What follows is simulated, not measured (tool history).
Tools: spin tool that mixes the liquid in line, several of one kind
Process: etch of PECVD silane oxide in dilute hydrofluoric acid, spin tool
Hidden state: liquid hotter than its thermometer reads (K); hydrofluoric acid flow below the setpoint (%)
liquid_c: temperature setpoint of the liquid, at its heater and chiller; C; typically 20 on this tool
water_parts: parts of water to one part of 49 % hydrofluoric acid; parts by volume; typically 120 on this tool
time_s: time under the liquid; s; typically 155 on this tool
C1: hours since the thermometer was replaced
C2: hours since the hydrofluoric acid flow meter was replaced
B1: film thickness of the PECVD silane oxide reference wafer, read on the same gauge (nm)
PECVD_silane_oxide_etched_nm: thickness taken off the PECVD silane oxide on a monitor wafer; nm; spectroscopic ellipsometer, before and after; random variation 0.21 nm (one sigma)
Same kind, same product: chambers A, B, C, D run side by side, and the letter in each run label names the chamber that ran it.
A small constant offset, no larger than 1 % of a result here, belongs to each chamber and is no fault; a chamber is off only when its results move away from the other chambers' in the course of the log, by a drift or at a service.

Run 1B, hour 9: usual settings; C1 333; C2 747.8; B1 59.989. Result: PECVD_silane_oxide_etched_nm 36.561 nm.
Run 2A, hour 17.9: usual settings; C1 195.5; C2 580.7; B1 59.992. Result: PECVD_silane_oxide_etched_nm 35.79 nm.
Run 3D, hour 30.9: usual settings; C1 1241.6; C2 447.9; B1 60.03. Result: PECVD_silane_oxide_etched_nm 36.197 nm.
Run 4C, hour 38.7: usual settings; C1 1383.6; C2 1047.7; B1 60.021. Result: PECVD_silane_oxide_etched_nm 36.566 nm.
At hour 40.7: chamber B: hydrofluoric acid flow meter replaced.
Run 5C, hour 53.8: usual settings; C1 1398.7; C2 1062.8; B1 60.026. Result: PECVD_silane_oxide_etched_nm 35.879 nm.
Run 6A, hour 67.1: usual settings; C1 244.7; C2 629.9; B1 59.966. Result: PECVD_silane_oxide_etched_nm 35.968 nm.
Run 7D, hour 81.8: usual settings; C1 1292.5; C2 498.8; B1 59.952. Result: PECVD_silane_oxide_etched_nm 35.795 nm.
Run 8B, hour 95.6: usual settings but liquid_c 23 C, water_parts 100 parts by volume; C1 419.6; C2 55; B1 59.969. Result: PECVD_silane_oxide_etched_nm 50.385 nm.
Run 9A, hour 104.3: usual settings but liquid_c 23 C, water_parts 100 parts by volume; C1 281.9; C2 667.1; B1 59.997. Result: PECVD_silane_oxide_etched_nm 49.939 nm.
Run 10D, hour 118.8: usual settings but liquid_c 23 C, water_parts 100 parts by volume; C1 1329.5; C2 535.8; B1 60.018. Result: PECVD_silane_oxide_etched_nm 48.913 nm.
Run 11B, hour 128.8: usual settings but liquid_c 23 C, water_parts 100 parts by volume; C1 452.8; C2 88.2; B1 59.973. Result: PECVD_silane_oxide_etched_nm 50.56 nm.
Run 12C, hour 144.7: usual settings; C1 1489.6; C2 1153.7; B1 60.019. Result: PECVD_silane_oxide_etched_nm 35.944 nm.
Run 13D, hour 154.4: usual settings; C1 1365.1; C2 571.4; B1 59.982. Result: PECVD_silane_oxide_etched_nm 35.227 nm.
Run 14B, hour 165.1: usual settings; C1 489.1; C2 124.5; B1 60.012. Result: PECVD_silane_oxide_etched_nm 36.298 nm.
Run 15A, hour 176.4: usual settings; C1 354; C2 739.2; B1 60.008. Result: PECVD_silane_oxide_etched_nm 36.15 nm.
At hour 182.3: chamber A: hydrofluoric acid flow meter replaced.
Run 16C, hour 186.5: usual settings; C1 1531.4; C2 1195.5; B1 59.984. Result: PECVD_silane_oxide_etched_nm 36.141 nm.
Run 17A, hour 196: usual settings; C1 373.6; C2 13.7; B1 60.007. Result: PECVD_silane_oxide_etched_nm 36.091 nm.
Run 18D, hour 207.8: usual settings but water_parts 65 parts by volume, time_s 85 s; C1 1418.5; C2 624.8; B1 59.988. Result: PECVD_silane_oxide_etched_nm 37.097 nm.
Run 19B, hour 218.8: usual settings but water_parts 65 parts by volume, time_s 85 s; C1 542.8; C2 178.2; B1 60.001. Result: PECVD_silane_oxide_etched_nm 39.415 nm.
Run 20C, hour 227: usual settings but water_parts 65 parts by volume, time_s 85 s; C1 1571.9; C2 1236; B1 60.007. Result: PECVD_silane_oxide_etched_nm 39.628 nm.
At hour 236.8: chamber D: thermometer replaced.
Run 21A, hour 240.5: usual settings but water_parts 65 parts by volume, time_s 85 s; C1 418.1; C2 58.2; B1 59.996. Result: PECVD_silane_oxide_etched_nm 39.197 nm.
Run 22C, hour 251.1: usual settings; C1 1596; C2 1260.1; B1 60.036. Result: PECVD_silane_oxide_etched_nm 36.067 nm.
Run 23D, hour 260.9: usual settings; C1 24.1; C2 677.9; B1 59.978. Result: PECVD_silane_oxide_etched_nm 34.504 nm.
Run 24B, hour 269: usual settings; C1 593; C2 228.4; B1 59.987. Result: PECVD_silane_oxide_etched_nm 36.537 nm.
Run 25C, hour 278.9: usual settings but water_parts 75 parts by volume; C1 1623.8; C2 1287.9; B1 60.013. Result: PECVD_silane_oxide_etched_nm 61.446 nm.
Run 26D, hour 289.6: usual settings but water_parts 75 parts by volume; C1 52.8; C2 706.6; B1 59.986. Result: PECVD_silane_oxide_etched_nm 56.887 nm.
Run 27A, hour 305.5: usual settings but water_parts 75 parts by volume; C1 483.1; C2 123.2; B1 59.988. Result: PECVD_silane_oxide_etched_nm 60.659 nm.
Run 28B, hour 318.5: usual settings but water_parts 75 parts by volume; C1 642.5; C2 277.9; B1 59.982. Result: PECVD_silane_oxide_etched_nm 61.712 nm.
Run 29C, hour 326.5: usual settings; C1 1671.4; C2 1335.5; B1 59.984. Result: PECVD_silane_oxide_etched_nm 36.294 nm.
Run 30A, hour 342.6: usual settings; C1 520.2; C2 160.3; B1 60.003. Result: PECVD_silane_oxide_etched_nm 36.132 nm.
Run 31D, hour 356.9: usual settings; C1 120.1; C2 773.9; B1 59.992. Result: PECVD_silane_oxide_etched_nm 33.881 nm.
Run 32B, hour 369.1: usual settings; C1 693.1; C2 328.5; B1 60.027. Result: PECVD_silane_oxide_etched_nm 36.2 nm.
Run 33C, hour 385: usual settings; C1 1729.9; C2 1394; B1 59.977. Result: PECVD_silane_oxide_etched_nm 36.022 nm.
Run 34D, hour 396.5: usual settings; C1 159.7; C2 813.5; B1 59.974. Result: PECVD_silane_oxide_etched_nm 33.501 nm.
Run 35B, hour 408.2: usual settings; C1 732.2; C2 367.6; B1 60.017. Result: PECVD_silane_oxide_etched_nm 36.11 nm.

Has any chamber moved away from the others, gradually or after a service, or does the common gauge drift, or do the chambers differ only by their own small steady offsets? State the chamber and the most likely cause if one applies.

Chamber D drifts away from the others.
Cause: hydrofluoric acid flow below the setpoint (%) = 6.78.

Which of the 4 candidates below, each the usual settings with something changed and its results left as question marks, puts chamber D back in line with what the other chambers give on the usual settings?
In line here means within this much of the mean the other chambers give on the usual settings: PECVD_silane_oxide_etched_nm 0.72 nm
Run 36D-1, hour 419.8: usual settings but water_parts 140 parts by volume. Result: PECVD_silane_oxide_etched_nm ?.
Run 36D-2, hour 419.8: usual settings but water_parts 125 parts by volume, time_s 150 s. Result: PECVD_silane_oxide_etched_nm ?.
Run 36D-3, hour 419.8: usual settings but water_parts 115 parts by volume, time_s 160 s. Result: PECVD_silane_oxide_etched_nm ?.
Run 36D-4, hour 419.8: usual settings but time_s 185 s. Result: PECVD_silane_oxide_etched_nm ?.

Other chambers, usual settings, mean: PECVD_silane_oxide_etched_nm 36.192 nm
  run  PECVD_silane_oxide_etched_nm
36D-1                            28
36D-2                        30.811
36D-3                        36.086
36D-4                        39.783
Change 36D-3 lands the chamber within the allowed miss of the other chambers.
